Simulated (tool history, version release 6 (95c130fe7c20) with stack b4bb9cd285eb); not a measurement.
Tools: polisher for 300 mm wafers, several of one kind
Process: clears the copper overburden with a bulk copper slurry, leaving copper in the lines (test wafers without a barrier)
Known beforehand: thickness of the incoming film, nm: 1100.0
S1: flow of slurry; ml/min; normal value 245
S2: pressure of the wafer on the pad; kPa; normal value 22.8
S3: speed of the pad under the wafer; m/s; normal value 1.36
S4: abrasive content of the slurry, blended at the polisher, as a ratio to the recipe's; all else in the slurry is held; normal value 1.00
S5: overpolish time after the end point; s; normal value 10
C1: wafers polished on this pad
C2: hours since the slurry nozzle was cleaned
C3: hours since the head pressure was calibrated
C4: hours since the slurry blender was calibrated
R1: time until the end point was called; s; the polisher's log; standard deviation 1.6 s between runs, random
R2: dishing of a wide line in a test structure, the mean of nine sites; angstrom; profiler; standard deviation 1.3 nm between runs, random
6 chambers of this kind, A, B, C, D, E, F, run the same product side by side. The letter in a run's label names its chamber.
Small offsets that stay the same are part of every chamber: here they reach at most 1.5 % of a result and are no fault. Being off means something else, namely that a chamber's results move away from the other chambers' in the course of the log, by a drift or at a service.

run     day   S1    S2    S3    S4  S5   C1     C2     C3     C4       R1      R2
      0.179  -- chamber F: worn pad replaced by a new one
 1F   0.217  245  22.8  1.36  1.00  10    6  198.3   47.1    6.6   86.129  758.03
 2E   0.438  245  22.8  1.36  1.00  10  914  214.6   68.3   41.1   87.724  740.95
      0.692  -- chamber D: slurry nozzle cleaned
 3B   0.708  245  22.8  1.36  1.00  10  571  198.3  354.1   48.6   86.492  739.75
      0.733  -- chamber A: worn pad replaced by a new one
      0.775  -- chamber E: worn pad replaced by a new one
      0.929  -- chamber C: worn pad replaced by a new one
 4A   1.000  245  22.8  1.36  1.00  10   44  294.7  149.4   49.8   88.587  750.14
 5C   1.417  245  22.8  1.36  1.00  10   81  169.5  334.6  303.2   87.492  762.37
 6D   1.650  245  22.8  1.36  1.00  10  324   23.0  624.6  225.1   88.782  761.92
 7A   1.992  245  22.8  1.08  0.75  10  209  318.5  173.2   73.6  117.360  602.74
      2.008  -- chamber D: slurry blender recalibrated
      2.242  -- chamber B: worn pad replaced by a new one
 8C   2.446  245  22.8  1.08  0.75  10  252  194.2  359.3  327.9  115.650  604.47
 9F   2.771  245  22.8  1.08  0.75  10  431  259.6  108.4   67.9  121.160  601.32
10D   3.092  245  22.8  1.08  0.75  10  564   57.6  659.2   26.1  116.860  606.98
11B   3.533  245  22.8  1.08  0.75  10  214  266.1  421.9  116.4  116.530  619.73
      3.733  -- chamber B: slurry nozzle cleaned
12E   3.867  245  22.8  1.08  0.75  10  514  296.9  150.6  123.4  118.320  611.26
      4.129  -- chamber E: slurry nozzle cleaned
      4.233  -- chamber D: worn pad replaced by a new one
13C   4.321  245  22.8  1.36  1.00  10  564  239.2  404.3  372.9   87.197  773.55
      4.338  -- chamber C: worn pad replaced by a new one
14F   4.567  245  22.8  1.36  1.00  10  729  302.7  151.5  111.0   86.448  767.41
      4.692  -- chamber C: slurry nozzle cleaned
15D   4.783  245  22.8  1.36  1.00  10   91   98.2  699.8   66.7   87.445  737.55
      4.867  -- chamber B: slurry blender recalibrated
16A   5.004  245  22.8  1.36  1.00  10  709  390.8  245.5  145.9   88.446  771.73
17B   5.346  245  22.8  1.36  1.00  10  515   38.8  465.4   11.6   88.659  749.10
      5.462  -- chamber F: worn pad replaced by a new one
18E   5.817  245  22.8  1.36  1.00  10  838   40.5  197.4  170.2   87.221  741.85
19A   6.171  245  22.8  1.36  1.00  10  903  418.8  273.5  173.9   86.563  767.02
      6.292  -- chamber D: head pressure recalibrated
20D   6.408  305  22.8  1.36  1.00   6  361  137.2    2.9  105.7   87.439  517.63
      6.438  -- chamber E: worn pad replaced by a new one
21F   6.638  305  22.8  1.36  1.00   6  195  352.4  201.2  160.7   85.752  513.24
      6.879  -- chamber C: slurry blender recalibrated
22B   6.912  305  22.8  1.36  1.00   6  776   76.4  503.0   49.2   83.722  515.42
      7.058  -- chamber C: worn pad replaced by a new one
23C   7.221  305  22.8  1.36  1.00   6   27   60.8  473.9    8.3   83.364  492.66
      7.396  -- chamber A: worn pad replaced by a new one
24E   7.496  305  22.8  1.36  1.00   6  176   80.8  237.7  210.5   86.930  519.96
25B   7.979  305  22.8  1.36  1.00   6  953  102.0  528.6   74.8   84.742  519.87
26D   8.475  245  22.8  1.36  1.00  10  705  186.8   52.5  155.3   90.896  738.12
      8.488  -- chamber B: worn pad replaced by a new one
27E   8.775  245  22.8  1.36  1.00  10  388  111.5  268.4  241.2   87.069  741.36
      8.883  -- chamber D: worn pad replaced by a new one
28F   9.246  245  27.6  1.08  1.00  10  629  415.0  263.8  223.3   89.196  737.07
29C   9.721  245  27.6  1.08  1.00  10  443  120.8  533.9   68.3   91.115  739.03
30A  10.079  245  27.6  1.08  1.00  10  446  512.6  367.3  267.7   89.790  755.76
     10.346  -- chamber C: worn pad replaced by a new one
     10.417  -- chamber E: slurry blender recalibrated
     10.454  -- chamber A: slurry blender recalibrated
31B  10.538  245  27.6  1.08  1.00  10  340  163.4  590.0  136.2   92.919  758.72
32E  10.954  245  27.6  1.08  1.00  10  751  163.8  320.7   12.9   92.375  740.25
     11.029  -- chamber F: head pressure recalibrated
     11.212  -- chamber F: worn pad replaced by a new one
33D  11.446  245  27.6  1.08  1.00  10  426  258.1  123.8  226.6   92.046  729.38
     11.538  -- chamber B: slurry blender recalibrated
34C  11.833  245  22.8  1.36  1.00  10  247  171.5  584.6  119.0   84.459  760.66
     11.938  -- chamber D: slurry blender recalibrated
35A  12.121  245  22.8  1.36  1.00  10  785  561.6  416.3   40.1   86.388  759.18
36F  12.596  245  22.8  1.36  1.00  10  230  495.4   37.7  303.7   88.224  751.55
     12.758  -- chamber B: slurry nozzle cleaned
     12.892  -- chamber F: slurry nozzle cleaned
     12.896  -- chamber E: worn pad replaced by a new one
37D  12.946  245  22.8  1.36  1.00  10  675  294.1  159.8   24.2   87.235  735.72
     13.162  -- chamber A: worn pad replaced by a new one
38C  13.204  245  22.8  1.36  1.00  10  475  204.4  617.5  151.9   85.684  765.65
     13.212  -- chamber B: head pressure recalibrated
39A  13.679  245  22.8  1.36  1.00  10   86  599.0  453.7   77.5   86.313  777.04
40B  14.117  245  22.8  0.96  1.00  10  935   32.7   21.8   62.0  125.590  586.76
41F  14.446  245  22.8  0.96  1.00  10  538   37.3   82.1  348.1  123.840  583.70
42E  14.842  245  22.8  0.96  1.00  10  323  257.1  414.0  106.2  122.770  587.80

What goes on in this fleet: one chamber off, a drifting gauge, or nothing beyond the chambers' own small offsets? Name the chamber and the cause, if any.

Neither any chamber nor the gauge drifts; the chambers differ only by their own small, steady offsets.

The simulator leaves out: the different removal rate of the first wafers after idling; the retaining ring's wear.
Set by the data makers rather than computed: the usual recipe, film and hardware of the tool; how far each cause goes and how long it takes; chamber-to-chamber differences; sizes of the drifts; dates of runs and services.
